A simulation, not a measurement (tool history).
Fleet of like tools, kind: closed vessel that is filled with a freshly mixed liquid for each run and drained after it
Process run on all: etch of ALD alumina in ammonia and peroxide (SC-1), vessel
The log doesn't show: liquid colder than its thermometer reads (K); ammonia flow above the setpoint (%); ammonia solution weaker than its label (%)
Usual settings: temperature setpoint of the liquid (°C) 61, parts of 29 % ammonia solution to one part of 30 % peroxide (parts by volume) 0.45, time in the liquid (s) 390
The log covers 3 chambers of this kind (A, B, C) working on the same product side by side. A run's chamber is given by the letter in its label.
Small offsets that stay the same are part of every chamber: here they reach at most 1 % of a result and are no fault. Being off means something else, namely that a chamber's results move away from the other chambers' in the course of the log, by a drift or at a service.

run	hour	temperature setpoint of the liquid (°C)	parts of 29 % ammonia solution to one part of 30 % peroxide (parts by volume)	time in the liquid (s)	hours since the thermometer was replaced	hours since the ammonia flow meter was replaced	hours since the drum of ammonia solution was connected	read-back film thickness of the ALD alumina reference wafer, read on the same gauge (nm)	thickness taken off the ALD alumina on a monitor wafer (nm)
1C	5.3	61	0.45	390	1203.5	600.6	510.4	30.010	34.938
2B	11.4	61	0.45	390	1802.9	649.2	856.6	30.028	35.222
3A	18.9	61	0.45	390	1089.6	105.7	341.7	29.963	34.709
4B	26.7	61	0.45	390	1818.2	664.5	871.9	30.005	35.159
5A	32.9	61	0.45	390	1103.6	119.7	355.7	29.986	34.599
# hour 35.9: chamber A: new drum of ammonia solution connected
6C	40.7	61	0.45	390	1238.9	636.0	545.8	30.005	34.849
7A	46.4	61	0.45	390	1117.1	133.2	10.5	30.027	34.723
8C	52.3	61	0.45	390	1250.5	647.6	557.4	30.037	34.768
9B	58.3	61	0.45	390	1849.8	696.1	903.5	30.055	34.538
10C	65.1	61	0.45	390	1263.3	660.4	570.2	30.044	34.573
11B	68.8	61	0.45	390	1860.3	706.6	914.0	30.006	35.414
12A	76.0	61	0.45	390	1146.7	162.8	40.1	30.015	34.749
13A	81.3	61	0.45	390	1152.0	168.1	45.4	29.953	34.755
14B	87.7	61	0.45	390	1879.2	725.5	932.9	30.039	35.516
15C	93.5	61	0.45	390	1291.7	688.8	598.6	29.994	34.656
16A	99.1	61	0.45	390	1169.8	185.9	63.2	30.008	34.007
17B	103.0	61	0.45	390	1894.5	740.8	948.2	29.977	34.961
18C	107.2	67	0.30	390	1305.4	702.5	612.3	29.998	45.273
19B	113.5	67	0.30	390	1905.0	751.3	958.7	29.987	45.559
20A	118.9	67	0.30	390	1189.6	205.7	83.0	29.979	44.375
21C	124.5	61	0.45	390	1322.7	719.8	629.6	29.995	34.946
22A	129.8	61	0.45	390	1200.5	216.6	93.9	30.003	33.739
23C	135.1	61	0.45	390	1333.3	730.4	640.2	29.949	35.111
24B	140.6	61	0.45	390	1932.1	778.4	985.8	30.018	34.561
25A	148.1	61	0.45	390	1218.8	234.9	112.2	29.995	33.543
26C	154.9	61	0.45	390	1353.1	750.2	660.0	29.974	35.527
27B	158.8	61	0.45	390	1950.3	796.6	1004.0	29.978	35.350
28B	162.9	61	0.45	390	1954.4	800.7	1008.1	29.961	34.981
29A	169.1	61	0.45	390	1239.8	255.9	133.2	29.964	33.410
30C	174.8	61	0.45	390	1373.0	770.1	679.9	30.012	34.837
31C	179.9	61	0.45	390	1378.1	775.2	685.0	30.026	35.553
32A	186.8	61	0.45	390	1257.5	273.6	150.9	29.975	32.828
33B	191.3	61	0.45	390	1982.8	829.1	1036.5	30.004	34.579
34A	198.3	61	0.45	390	1269.0	285.1	162.4	29.967	32.454
35B	205.0	61	0.45	390	1996.5	842.8	1050.2	29.954	35.063
36C	211.7	61	0.45	390	1409.9	807.0	716.8	29.984	35.008

Each of the 3 chambers runs these same settings next. Fill in every chamber's results:
37A	217.3	61	0.45	390					?
37B	217.3	61	0.45	390					?
37C	217.3	61	0.45	390					?

run	thickness taken off the ALD alumina on a monitor wafer (nm)
37A	32.369
37B	34.932
37C	35.057
